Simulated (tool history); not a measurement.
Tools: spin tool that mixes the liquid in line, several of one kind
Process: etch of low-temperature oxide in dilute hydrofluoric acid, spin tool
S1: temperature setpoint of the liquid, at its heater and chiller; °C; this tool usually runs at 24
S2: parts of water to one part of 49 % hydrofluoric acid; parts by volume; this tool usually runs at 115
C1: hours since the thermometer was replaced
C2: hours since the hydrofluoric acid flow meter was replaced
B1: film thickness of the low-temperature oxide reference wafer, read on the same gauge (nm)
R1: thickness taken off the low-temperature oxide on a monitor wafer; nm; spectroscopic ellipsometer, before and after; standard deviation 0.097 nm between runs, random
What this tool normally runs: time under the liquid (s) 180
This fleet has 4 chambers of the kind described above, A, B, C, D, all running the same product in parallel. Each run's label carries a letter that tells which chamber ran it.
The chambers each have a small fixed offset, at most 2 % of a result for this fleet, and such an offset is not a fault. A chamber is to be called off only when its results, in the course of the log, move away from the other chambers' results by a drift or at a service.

{"run": "1A", "hour": 4.7, "S1": 24, "S2": 115, "time under the liquid (s)": 180, "C1": 1096.4, "C2": 1521.6, "B1": 80.001, "R1": 16.19}
{"run": "2B", "hour": 11.1, "S1": 24, "S2": 115, "time under the liquid (s)": 180, "C1": 357.7, "C2": 380.2, "B1": 80.005, "R1": 16.315}
{"run": "3D", "hour": 14.6, "S1": 24, "S2": 115, "time under the liquid (s)": 180, "C1": 840.5, "C2": 471.2, "B1": 79.988, "R1": 16.474}
{"run": "4C", "hour": 17.6, "S1": 24, "S2": 115, "time under the liquid (s)": 180, "C1": 2618.7, "C2": 1439.4, "B1": 80.015, "R1": 16.303}
{"run": "5C", "hour": 24.3, "S1": 24, "S2": 115, "time under the liquid (s)": 180, "C1": 2625.4, "C2": 1446.1, "B1": 80.009, "R1": 16.301}
{"run": "6D", "hour": 27.3, "S1": 24, "S2": 115, "time under the liquid (s)": 180, "C1": 853.2, "C2": 483.9, "B1": 79.992, "R1": 16.515}
{"run": "7A", "hour": 32.4, "S1": 24, "S2": 115, "time under the liquid (s)": 240, "C1": 1124.1, "C2": 1549.3, "B1": 80.019, "R1": 21.499}
{"run": "8B", "hour": 36.1, "S1": 24, "S2": 115, "time under the liquid (s)": 240, "C1": 382.7, "C2": 405.2, "B1": 80.015, "R1": 21.694}
{"run": "9D", "hour": 42.6, "S1": 24, "S2": 115, "time under the liquid (s)": 240, "C1": 868.5, "C2": 499.2, "B1": 80.01, "R1": 22.073}
{"run": "10C", "hour": 47.1, "S1": 24, "S2": 115, "time under the liquid (s)": 240, "C1": 2648.2, "C2": 1468.9, "B1": 79.993, "R1": 21.669}
{"run": "11B", "hour": 50.1, "S1": 24, "S2": 115, "time under the liquid (s)": 180, "C1": 396.7, "C2": 419.2, "B1": 79.998, "R1": 16.259}
{"run": "12A", "hour": 56.2, "S1": 24, "S2": 115, "time under the liquid (s)": 180, "C1": 1147.9, "C2": 1573.1, "B1": 79.972, "R1": 16.373}
{"run": "13A", "hour": 60.2, "S1": 24, "S2": 115, "time under the liquid (s)": 180, "C1": 1151.9, "C2": 1577.1, "B1": 80.02, "R1": 16.295}
{"run": "14B", "hour": 63.7, "S1": 20, "S2": 115, "time under the liquid (s)": 180, "C1": 410.3, "C2": 432.8, "B1": 80.002, "R1": 13.848}
{"run": "15D", "hour": 70.6, "S1": 20, "S2": 115, "time under the liquid (s)": 180, "C1": 896.5, "C2": 527.2, "B1": 80.009, "R1": 14.035}
{"run": "16C", "hour": 77.4, "S1": 20, "S2": 115, "time under the liquid (s)": 180, "C1": 2678.5, "C2": 1499.2, "B1": 79.999, "R1": 13.827}
{"run": "17D", "hour": 82.2, "S1": 20, "S2": 115, "time under the liquid (s)": 180, "C1": 908.1, "C2": 538.8, "B1": 80.015, "R1": 14.065}
{"run": "18C", "hour": 86.1, "S1": 24, "S2": 65, "time under the liquid (s)": 180, "C1": 2687.2, "C2": 1507.9, "B1": 79.985, "R1": 31.46}
{"run": "19A", "hour": 89.8, "S1": 24, "S2": 65, "time under the liquid (s)": 180, "C1": 1181.5, "C2": 1606.7, "B1": 79.984, "R1": 31.082}
{"run": "20B", "hour": 95.2, "S1": 24, "S2": 65, "time under the liquid (s)": 180, "C1": 441.8, "C2": 464.3, "B1": 79.996, "R1": 30.752}
{"run": "21C", "hour": 98.5, "S1": 24, "S2": 65, "time under the liquid (s)": 180, "C1": 2699.6, "C2": 1520.3, "B1": 80.003, "R1": 31.393}
{"run": "22A", "hour": 102.3, "S1": 24, "S2": 115, "time under the liquid (s)": 180, "C1": 1194, "C2": 1619.2, "B1": 80.021, "R1": 16.329}
{"run": "23D", "hour": 107.3, "S1": 24, "S2": 115, "time under the liquid (s)": 180, "C1": 933.2, "C2": 563.9, "B1": 79.991, "R1": 16.548}
{"run": "24B", "hour": 112.3, "S1": 24, "S2": 115, "time under the liquid (s)": 180, "C1": 458.9, "C2": 481.4, "B1": 79.998, "R1": 15.825}
{"run": "25A", "hour": 118.9, "S1": 24, "S2": 115, "time under the liquid (s)": 180, "C1": 1210.6, "C2": 1635.8, "B1": 80.021, "R1": 16.226}
{"run": "26B", "hour": 122.2, "S1": 24, "S2": 115, "time under the liquid (s)": 180, "C1": 468.8, "C2": 491.3, "B1": 79.998, "R1": 15.93}
{"run": "27C", "hour": 128.7, "S1": 24, "S2": 115, "time under the liquid (s)": 180, "C1": 2729.8, "C2": 1550.5, "B1": 80.002, "R1": 16.202}
{"run": "28D", "hour": 132.9, "S1": 24, "S2": 115, "time under the liquid (s)": 180, "C1": 958.8, "C2": 589.5, "B1": 80.006, "R1": 16.432}
{"run": "29D", "hour": 139.3, "S1": 24, "S2": 115, "time under the liquid (s)": 180, "C1": 965.2, "C2": 595.9, "B1": 79.991, "R1": 16.775}
{"run": "30B", "hour": 144.7, "S1": 24, "S2": 115, "time under the liquid (s)": 180, "C1": 491.3, "C2": 513.8, "B1": 79.999, "R1": 15.744}
{"run": "31A", "hour": 149.8, "S1": 24, "S2": 115, "time under the liquid (s)": 180, "C1": 1241.5, "C2": 1666.7, "B1": 80.022, "R1": 16.133}
{"run": "32C", "hour": 153.4, "S1": 24, "S2": 60, "time under the liquid (s)": 180, "C1": 2754.5, "C2": 1575.2, "B1": 80.015, "R1": 33.851}
{"run": "33C", "hour": 160.3, "S1": 24, "S2": 60, "time under the liquid (s)": 180, "C1": 2761.4, "C2": 1582.1, "B1": 80.016, "R1": 34.024}
{"run": "34B", "hour": 165.4, "S1": 24, "S2": 60, "time under the liquid (s)": 180, "C1": 512, "C2": 534.5, "B1": 80.01, "R1": 32.033}

Next, every chamber runs the same settings. What will each give?
{"run": "35A", "hour": 170.4, "S1": 24, "S2": 115, "time under the liquid (s)": 180, "R1": "?"}
{"run": "35B", "hour": 170.4, "S1": 24, "S2": 115, "time under the liquid (s)": 180, "R1": "?"}
{"run": "35C", "hour": 170.4, "S1": 24, "S2": 115, "time under the liquid (s)": 180, "R1": "?"}
{"run": "35D", "hour": 170.4, "S1": 24, "S2": 115, "time under the liquid (s)": 180, "R1": "?"}

run=35A R1=16.364
run=35B R1=15.632
run=35C R1=16.297
run=35D R1=16.504

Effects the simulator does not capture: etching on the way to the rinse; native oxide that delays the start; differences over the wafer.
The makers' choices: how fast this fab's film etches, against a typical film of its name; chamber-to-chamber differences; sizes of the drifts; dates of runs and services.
